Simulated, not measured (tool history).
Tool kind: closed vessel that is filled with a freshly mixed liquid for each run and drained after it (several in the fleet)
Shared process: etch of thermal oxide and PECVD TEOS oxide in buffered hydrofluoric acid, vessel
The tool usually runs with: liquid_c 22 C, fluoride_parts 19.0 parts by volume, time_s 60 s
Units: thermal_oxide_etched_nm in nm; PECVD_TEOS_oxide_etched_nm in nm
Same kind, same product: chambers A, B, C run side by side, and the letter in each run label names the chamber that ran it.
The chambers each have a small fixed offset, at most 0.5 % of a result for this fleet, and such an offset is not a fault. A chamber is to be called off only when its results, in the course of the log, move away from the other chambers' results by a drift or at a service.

run	day	liquid_c	fluoride_parts	time_s	read-back film thickness of the thermal oxide reference wafer, read on the same gauge (nm)	read-back film thickness of the PECVD TEOS oxide reference wafer, read on the same gauge (nm)	thermal_oxide_etched_nm	PECVD_TEOS_oxide_etched_nm
# day 0.046: chamber C: hydrofluoric acid flow meter replaced
1C	0.321	22	19.0	60	140.01	110.00	32.575	75.691
2B	0.800	22	19.0	60	140.00	110.00	32.477	77.106
3A	1.300	22	19.0	60	140.01	110.00	32.989	76.229
4C	1.579	22	19.0	60	140.03	110.00	32.534	76.078
5A	2.104	22	19.0	60	140.01	110.00	32.927	77.135
6B	2.446	22	19.0	60	139.99	110.00	33.047	75.840
7B	2.971	22	19.0	60	139.97	110.00	32.914	76.984
8A	3.483	22	19.0	60	140.01	110.00	32.941	76.921
9C	4.004	22	19.0	60	139.97	109.99	32.525	76.430
10B	4.417	22	19.0	35	139.99	109.98	19.359	45.706
11C	4.833	22	19.0	35	139.99	110.01	19.157	44.962
12A	5.296	22	19.0	35	139.99	110.00	18.916	44.967
13B	5.758	22	19.0	60	139.99	110.01	32.785	76.620
14A	6.162	22	19.0	60	140.01	109.98	33.103	76.553
15C	6.442	22	19.0	60	139.99	109.99	32.891	76.366
16C	6.742	22	19.0	60	139.99	110.02	32.887	75.734
17B	7.254	22	19.0	60	139.99	110.00	32.745	77.233
18A	7.642	17	13.5	60	140.00	110.02	34.849	79.525
19C	8.058	17	13.5	60	139.96	110.01	35.103	80.890
20A	8.546	17	13.5	60	139.99	109.99	34.336	80.733
21B	8.846	22	19.0	60	139.99	110.00	32.702	77.401
22A	9.258	22	19.0	60	140.03	110.02	33.239	76.787
23C	9.696	22	19.0	60	139.97	110.00	32.578	76.950

For the next run the whole fleet of 3 chambers uses the same settings. Give each chamber's results:
24A	10.088	22	19.0	60			?	?
24B	10.088	22	19.0	60			?	?
24C	10.088	22	19.0	60			?	?

run	thermal_oxide_etched_nm	PECVD_TEOS_oxide_etched_nm
24A	33.111	76.412
24B	32.948	76.966
24C	32.721	76.255
